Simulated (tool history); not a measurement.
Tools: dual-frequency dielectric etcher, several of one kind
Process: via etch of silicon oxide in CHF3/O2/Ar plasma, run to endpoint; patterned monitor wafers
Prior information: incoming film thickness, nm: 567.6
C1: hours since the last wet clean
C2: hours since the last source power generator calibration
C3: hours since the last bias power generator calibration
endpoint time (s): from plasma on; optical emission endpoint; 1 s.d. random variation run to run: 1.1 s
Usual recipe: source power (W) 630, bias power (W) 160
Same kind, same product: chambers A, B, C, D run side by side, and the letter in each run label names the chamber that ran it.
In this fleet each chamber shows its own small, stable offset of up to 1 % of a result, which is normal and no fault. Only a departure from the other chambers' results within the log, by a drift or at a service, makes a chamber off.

Run 1C, hour 9.3: usual settings; C1 220.6; C2 2122.1; C3 1951.7. Result: endpoint time (s) 290.65.
Run 2D, hour 23: usual settings; C1 468.6; C2 1127.9; C3 1102.7. Result: endpoint time (s) 292.61.
At hour 34.7: chamber D: wet clean of the chamber.
Run 3A, hour 35.5: usual settings; C1 363.8; C2 1246.2; C3 3809.5. Result: endpoint time (s) 294.54.
Run 4B, hour 47.8: usual settings; C1 361.4; C2 3475.3; C3 516. Result: endpoint time (s) 293.49.
Run 5A, hour 54.1: usual settings; C1 382.4; C2 1264.8; C3 3828.1. Result: endpoint time (s) 294.12.
Run 6B, hour 66.6: usual settings; C1 380.2; C2 3494.1; C3 534.8. Result: endpoint time (s) 292.44.
Run 7D, hour 74.9: usual settings; C1 40.3; C2 1179.8; C3 1154.6. Result: endpoint time (s) 292.33.
Run 8C, hour 81.7: usual settings; C1 293; C2 2194.5; C3 2024.1. Result: endpoint time (s) 289.34.
Run 9D, hour 92.4: usual settings; C1 57.8; C2 1197.3; C3 1172.1. Result: endpoint time (s) 293.07.
Run 10A, hour 104.2: usual settings; C1 432.5; C2 1314.9; C3 3878.2. Result: endpoint time (s) 293.56.
Run 11C, hour 118.1: usual settings; C1 329.4; C2 2230.9; C3 2060.5. Result: endpoint time (s) 291.89.
Run 12B, hour 124.1: usual settings; C1 437.7; C2 3551.6; C3 592.3. Result: endpoint time (s) 287.93.
Run 13B, hour 133.8: usual settings; C1 447.4; C2 3561.3; C3 602. Result: endpoint time (s) 288.04.
Run 14D, hour 142.3: usual settings; C1 107.7; C2 1247.2; C3 1222. Result: endpoint time (s) 291.2.
Run 15C, hour 152.2: usual settings; C1 363.5; C2 2265; C3 2094.6. Result: endpoint time (s) 290.64.
Run 16A, hour 163.1: usual settings; C1 491.4; C2 1373.8; C3 3937.1. Result: endpoint time (s) 292.58.
Run 17D, hour 173.5: usual settings; C1 138.9; C2 1278.4; C3 1253.2. Result: endpoint time (s) 290.76.
At hour 181.5: chamber A: wet clean of the chamber.
Run 18B, hour 182.3: usual settings; C1 495.9; C2 3609.8; C3 650.5. Result: endpoint time (s) 287.87.
Run 19A, hour 194.5: usual settings; C1 13; C2 1405.2; C3 3968.5. Result: endpoint time (s) 294.27.
Run 20C, hour 201.4: usual settings; C1 412.7; C2 2314.2; C3 2143.8. Result: endpoint time (s) 290.5.
Run 21D, hour 207.9: usual settings; C1 173.3; C2 1312.8; C3 1287.6. Result: endpoint time (s) 291.17.
Run 22C, hour 221.4: usual settings; C1 432.7; C2 2334.2; C3 2163.8. Result: endpoint time (s) 290.74.
Run 23A, hour 235.2: usual settings but source power (W) 510, bias power (W) 178; C1 53.7; C2 1445.9; C3 4009.2. Result: endpoint time (s) 307.7.
Run 24B, hour 247.9: usual settings but source power (W) 510, bias power (W) 178; C1 561.5; C2 3675.4; C3 716.1. Result: endpoint time (s) 296.03.
Run 25C, hour 256: usual settings but source power (W) 510, bias power (W) 178; C1 467.3; C2 2368.8; C3 2198.4. Result: endpoint time (s) 303.23.

Predict what each chamber gives when all 4 of them run the settings below next.
Run 26A, hour 266: usual settings but source power (W) 730. Result: endpoint time (s) ?.
Run 26B, hour 266: usual settings but source power (W) 730. Result: endpoint time (s) ?.
Run 26C, hour 266: usual settings but source power (W) 730. Result: endpoint time (s) ?.
Run 26D, hour 266: usual settings but source power (W) 730. Result: endpoint time (s) ?.

run  endpoint time (s)
26A             276.14
26B             266.29
26C             275.88
26D             276.73
